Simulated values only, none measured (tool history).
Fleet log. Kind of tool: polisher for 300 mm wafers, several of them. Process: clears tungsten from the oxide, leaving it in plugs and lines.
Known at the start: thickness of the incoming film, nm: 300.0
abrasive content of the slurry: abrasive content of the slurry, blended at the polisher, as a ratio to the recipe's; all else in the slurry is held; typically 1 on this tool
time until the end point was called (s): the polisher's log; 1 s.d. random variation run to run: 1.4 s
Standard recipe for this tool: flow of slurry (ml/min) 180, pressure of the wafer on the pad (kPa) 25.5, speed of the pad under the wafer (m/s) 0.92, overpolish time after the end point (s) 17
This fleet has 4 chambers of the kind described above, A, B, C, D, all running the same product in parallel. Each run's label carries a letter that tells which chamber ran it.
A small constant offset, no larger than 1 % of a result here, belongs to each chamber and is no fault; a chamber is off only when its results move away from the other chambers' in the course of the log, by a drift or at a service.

| run | hour | flow of slurry (ml/min) | pressure of the wafer on the pad (kPa) | speed of the pad under the wafer (m/s) | abrasive content of the slurry | overpolish time after the end point (s) | wafers polished on this pad | hours since the slurry nozzle was cleaned | hours since the head pressure was calibrated | hours since the slurry blender was calibrated | hours since the slurry got fresh peroxide | time until the end point was called (s) |
|---|---|---|---|---|---|---|---|---|---|---|---|---|
| 1D | 5.3 | 180 | 25.5 | 0.92 | 1 | 17 | 499 | 432.8 | 654.0 | 32.8 | 5.7 | 75.694 |
|  | 11.1 | chamber B: slurry tank refilled with fresh slurry and peroxide |
| 2C | 11.6 | 180 | 25.5 | 0.92 | 1 | 17 | 453 | 82.4 | 31.5 | 25.7 | 127.3 | 73.799 |
| 3A | 19.0 | 180 | 25.5 | 0.92 | 1 | 17 | 847 | 220.3 | 296.6 | 322.6 | 154.1 | 73.250 |
| 4B | 25.0 | 180 | 25.5 | 0.92 | 1 | 17 | 758 | 88.7 | 292.6 | 60.5 | 13.9 | 71.836 |
| 5C | 30.1 | 235 | 22.1 | 0.92 | 1 | 17 | 633 | 100.9 | 50.0 | 44.2 | 145.8 | 82.647 |
| 6D | 37.3 | 235 | 22.1 | 0.92 | 1 | 17 | 809 | 464.8 | 686.0 | 64.8 | 37.7 | 86.845 |
|  | 37.6 | chamber C: slurry tank refilled with fresh slurry and peroxide |
|  | 41.1 | chamber A: slurry tank refilled with fresh slurry and peroxide |
| 7A | 43.3 | 235 | 22.1 | 0.92 | 1 | 17 | 1083 | 244.6 | 320.9 | 346.9 | 2.2 | 82.997 |
| 8B | 47.5 | 235 | 22.1 | 0.92 | 1 | 17 | 976 | 111.2 | 315.1 | 83.0 | 36.4 | 83.182 |
|  | 48.8 | chamber C: worn pad replaced by a new one |
| 9B | 53.8 | 180 | 25.5 | 0.92 | 1 | 17 | 1037 | 117.5 | 321.4 | 89.3 | 42.7 | 72.370 |
|  | 58.4 | chamber B: slurry tank refilled with fresh slurry and peroxide |
| 10A | 62.1 | 180 | 25.5 | 0.92 | 1 | 17 | 1265 | 263.4 | 339.7 | 365.7 | 21.0 | 74.869 |
|  | 62.7 | chamber A: worn pad replaced by a new one |
| 11C | 66.9 | 180 | 25.5 | 0.92 | 1 | 17 | 176 | 137.7 | 86.8 | 81.0 | 29.3 | 75.132 |
| 12D | 73.8 | 180 | 25.5 | 0.92 | 1 | 17 | 1163 | 501.3 | 722.5 | 101.3 | 74.2 | 75.360 |
|  | 74.5 | chamber D: slurry nozzle cleaned |
|  | 74.5 | chamber D: slurry tank refilled with fresh slurry and peroxide |
|  | 78.0 | chamber B: worn pad replaced by a new one |
| 13D | 81.0 | 180 | 25.5 | 0.92 | 1 | 17 | 1233 | 6.5 | 729.7 | 108.5 | 6.5 | 73.288 |
| 14C | 87.8 | 180 | 25.5 | 0.92 | 1 | 17 | 379 | 158.6 | 107.7 | 101.9 | 50.2 | 73.015 |
| 15A | 93.6 | 180 | 25.5 | 0.92 | 1 | 17 | 300 | 294.9 | 371.2 | 397.2 | 52.5 | 73.403 |
|  | 98.3 | chamber B: slurry tank refilled with fresh slurry and peroxide |
| 16B | 100.4 | 180 | 25.5 | 0.92 | 1 | 17 | 217 | 164.1 | 368.0 | 135.9 | 2.1 | 75.240 |
|  | 103.0 | chamber D: worn pad replaced by a new one |
| 17A | 106.1 | 180 | 25.5 | 0.92 | 1 | 17 | 421 | 307.4 | 383.7 | 409.7 | 65.0 | 74.894 |
|  | 107.4 | chamber C: slurry blender recalibrated |
| 18C | 112.9 | 180 | 25.5 | 0.92 | 1 | 17 | 622 | 183.7 | 132.8 | 5.6 | 75.3 | 77.501 |
|  | 114.3 | chamber A: slurry nozzle cleaned |
| 19B | 117.4 | 180 | 25.5 | 0.92 | 1 | 17 | 382 | 181.1 | 385.0 | 152.9 | 19.1 | 75.122 |
| 20D | 123.5 | 180 | 25.5 | 0.92 | 1 | 17 | 199 | 49.0 | 772.2 | 151.0 | 49.0 | 75.340 |
|  | 125.8 | chamber C: worn pad replaced by a new one |
| 21C | 130.0 | 180 | 25.5 | 0.92 | 1 | 17 | 41 | 200.8 | 149.9 | 22.7 | 92.4 | 75.933 |
| 22A | 135.5 | 180 | 25.5 | 0.92 | 1 | 17 | 706 | 21.3 | 413.1 | 439.1 | 94.4 | 75.894 |
| 23B | 142.5 | 180 | 25.5 | 0.92 | 1 | 17 | 626 | 206.2 | 410.1 | 178.0 | 44.2 | 77.378 |
|  | 142.7 | chamber D: slurry tank refilled with fresh slurry and peroxide |
|  | 142.9 | chamber B: slurry tank refilled with fresh slurry and peroxide |
| 24D | 150.1 | 180 | 25.5 | 0.92 | 1 | 17 | 457 | 75.6 | 798.8 | 177.6 | 7.4 | 75.342 |
|  | 155.7 | chamber C: slurry tank refilled with fresh slurry and peroxide |
| 25D | 158.1 | 180 | 25.5 | 0.92 | 1 | 17 | 535 | 83.6 | 806.8 | 185.6 | 15.4 | 76.079 |
|  | 161.9 | chamber A: slurry blender recalibrated |
|  | 162.4 | chamber B: head pressure recalibrated |
| 26C | 164.2 | 180 | 25.5 | 0.92 | 1 | 17 | 373 | 235.0 | 184.1 | 56.9 | 8.6 | 76.461 |
| 27A | 168.8 | 180 | 25.5 | 0.92 | 1 | 17 | 1029 | 54.6 | 446.4 | 7.0 | 127.7 | 75.453 |
| 28B | 174.6 | 180 | 25.5 | 0.92 | 1 | 17 | 937 | 238.3 | 12.2 | 210.1 | 31.7 | 77.438 |
| 29D | 182.7 | 180 | 25.5 | 0.92 | 1 | 17 | 774 | 108.2 | 831.4 | 210.2 | 40.0 | 75.805 |
| 30C | 187.8 | 180 | 29.6 | 0.80 | 1 | 17 | 602 | 258.6 | 207.7 | 80.5 | 32.2 | 75.598 |
|  | 188.7 | chamber A: worn pad replaced by a new one |
|  | 190.2 | chamber B: slurry tank refilled with fresh slurry and peroxide |
| 31A | 192.8 | 180 | 29.6 | 0.80 | 1 | 17 | 40 | 78.6 | 470.4 | 31.0 | 151.7 | 73.015 |
| 32B | 201.1 | 180 | 29.6 | 0.80 | 1 | 17 | 1194 | 264.8 | 38.7 | 236.6 | 10.9 | 72.763 |
|  | 202.0 | chamber C: worn pad replaced by a new one |
| 33D | 205.9 | 180 | 29.6 | 0.80 | 1 | 17 | 999 | 131.4 | 854.6 | 233.4 | 63.2 | 75.451 |
| 34C | 214.4 | 180 | 25.5 | 0.92 | 1 | 17 | 120 | 285.2 | 234.3 | 107.1 | 58.8 | 74.617 |
|  | 216.6 | chamber B: worn pad replaced by a new one |
| 35B | 218.9 | 180 | 25.5 | 0.92 | 1 | 17 | 22 | 282.6 | 56.5 | 254.4 | 28.7 | 76.606 |
|  | 221.8 | chamber A: slurry tank refilled with fresh slurry and peroxide |
| 36A | 223.6 | 180 | 25.5 | 0.92 | 1 | 17 | 338 | 109.4 | 501.2 | 61.8 | 1.9 | 75.153 |

All 4 chambers run these settings next. Forecast each chamber's results:
| 37A | 229.8 | 180 | 25.5 | 0.92 | 1 | 17 |  |  |  |  |  | ? |
| 37B | 229.8 | 180 | 25.5 | 0.92 | 1 | 17 |  |  |  |  |  | ? |
| 37C | 229.8 | 180 | 25.5 | 0.92 | 1 | 17 |  |  |  |  |  | ? |
| 37D | 229.8 | 180 | 25.5 | 0.92 | 1 | 17 |  |  |  |  |  | ? |

| run | time until the end point was called (s) |
|---|---|
| 37A | 71.699 |
| 37B | 75.134 |
| 37C | 72.239 |
| 37D | 74.719 |
